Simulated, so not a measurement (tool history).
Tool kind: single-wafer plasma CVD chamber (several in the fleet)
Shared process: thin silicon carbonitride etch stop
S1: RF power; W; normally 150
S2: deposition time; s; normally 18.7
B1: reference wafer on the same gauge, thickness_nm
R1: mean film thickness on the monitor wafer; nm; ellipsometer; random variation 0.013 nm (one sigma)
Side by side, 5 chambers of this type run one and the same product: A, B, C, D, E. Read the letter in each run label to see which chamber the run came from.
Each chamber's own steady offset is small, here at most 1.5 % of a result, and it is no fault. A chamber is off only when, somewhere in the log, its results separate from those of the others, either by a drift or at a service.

run 1B hour=8.5 | S1=150 S2=18.7 | B1=9.9018 | R1=9.8377
run 2E hour=13.3 | S1=150 S2=18.7 | B1=9.902 | R1=9.7093
run 3D hour=18.3 | S1=150 S2=18.7 | B1=9.9032 | R1=9.6846
run 4A hour=23.6 | S1=150 S2=18.7 | B1=9.9049 | R1=9.836
run 5C hour=32.4 | S1=150 S2=18.7 | B1=9.9118 | R1=9.7861
run 6D hour=36.8 | S1=150 S2=18.7 | B1=9.9056 | R1=9.6701
run 7E hour=43 | S1=150 S2=18.7 | B1=9.9087 | R1=9.7236
run 8B hour=52.7 | S1=150 S2=18.7 | B1=9.9087 | R1=9.8258
run 9A hour=57.9 | S1=165 S2=20.4 | B1=9.9108 | R1=11.071
run 10C hour=66.8 | S1=165 S2=20.4 | B1=9.9128 | R1=10.999
run 11C hour=72.2 | S1=165 S2=20.4 | B1=9.913 | R1=10.988
run 12E hour=79.3 | S1=165 S2=20.4 | B1=9.9117 | R1=10.935
run 13B hour=83.7 | S1=165 S2=20.4 | B1=9.9141 | R1=11.073
run 14A hour=89.1 | S1=150 S2=18.7 | B1=9.9171 | R1=9.8308
run 15D hour=94.3 | S1=150 S2=18.7 | B1=9.9169 | R1=9.6744
run 16C hour=102.8 | S1=150 S2=18.7 | B1=9.9185 | R1=9.8272
run 17B hour=109.7 | S1=180 S2=20.2 | B1=9.919 | R1=11.241
run 18D hour=119 | S1=180 S2=20.2 | B1=9.9202 | R1=11.031
run 19A hour=128.1 | S1=180 S2=20.2 | B1=9.9219 | R1=11.276
run 20E hour=136 | S1=180 S2=20.2 | B1=9.9221 | R1=11.166
run 21C hour=143.9 | S1=180 S2=20.2 | B1=9.9238 | R1=11.194
run 22E hour=148.7 | S1=150 S2=16.1 | B1=9.9258 | R1=8.399
-- hour=151.1 chamber E: thermocouple changed; heater temperature recalibrated
run 23B hour=154.9 | S1=150 S2=16.1 | B1=9.9274 | R1=8.5019
run 24A hour=163.1 | S1=150 S2=16.1 | B1=9.9272 | R1=8.5178
run 25D hour=169.3 | S1=150 S2=16.1 | B1=9.9299 | R1=8.3566
run 26E hour=175.3 | S1=150 S2=16.1 | B1=9.932 | R1=8.4045
run 27A hour=181 | S1=150 S2=18.7 | B1=9.9344 | R1=9.8516
run 28B hour=190.3 | S1=150 S2=18.7 | B1=9.9338 | R1=9.8817
run 29D hour=196.9 | S1=150 S2=18.7 | B1=9.9383 | R1=9.7054
run 30C hour=205.5 | S1=150 S2=18.7 | B1=9.9307 | R1=9.8233
run 31E hour=211.6 | S1=150 S2=18.7 | B1=9.939 | R1=9.7776
run 32B hour=216.4 | S1=150 S2=18.7 | B1=9.9388 | R1=9.8753
run 33D hour=221.7 | S1=165 S2=18.7 | B1=9.9413 | R1=9.9848
run 34A hour=229.8 | S1=165 S2=18.7 | B1=9.9407 | R1=10.157
run 35C hour=238.6 | S1=165 S2=18.7 | B1=9.9412 | R1=10.116
run 36E hour=244 | S1=165 S2=18.7 | B1=9.9417 | R1=10.056
run 37A hour=251.6 | S1=165 S2=18.7 | B1=9.9467 | R1=10.163
run 38C hour=260.5 | S1=175 S2=15.9 | B1=9.9459 | R1=8.7714
run 39B hour=268.6 | S1=175 S2=15.9 | B1=9.9453 | R1=8.7882
run 40D hour=273.6 | S1=175 S2=15.9 | B1=9.9489 | R1=8.6401
run 41E hour=281.4 | S1=175 S2=15.9 | B1=9.9529 | R1=8.7175
run 42C hour=287.2 | S1=175 S2=15.9 | B1=9.9552 | R1=8.7737
run 43B hour=295 | S1=125 S2=18.7 | B1=9.9518 | R1=9.3477
run 44A hour=301.4 | S1=125 S2=18.7 | B1=9.9579 | R1=9.3591

Which is it: a chamber that has drifted or been left off by a service, a gauge drift common to all chambers, or only each chamber's usual small offset? If a chamber is off, name it and its likeliest cause.

The gauge drifts, so all chambers seem to drift together. No chamber is off.
Most likely cause: gauge reads high (%) = 0.555.
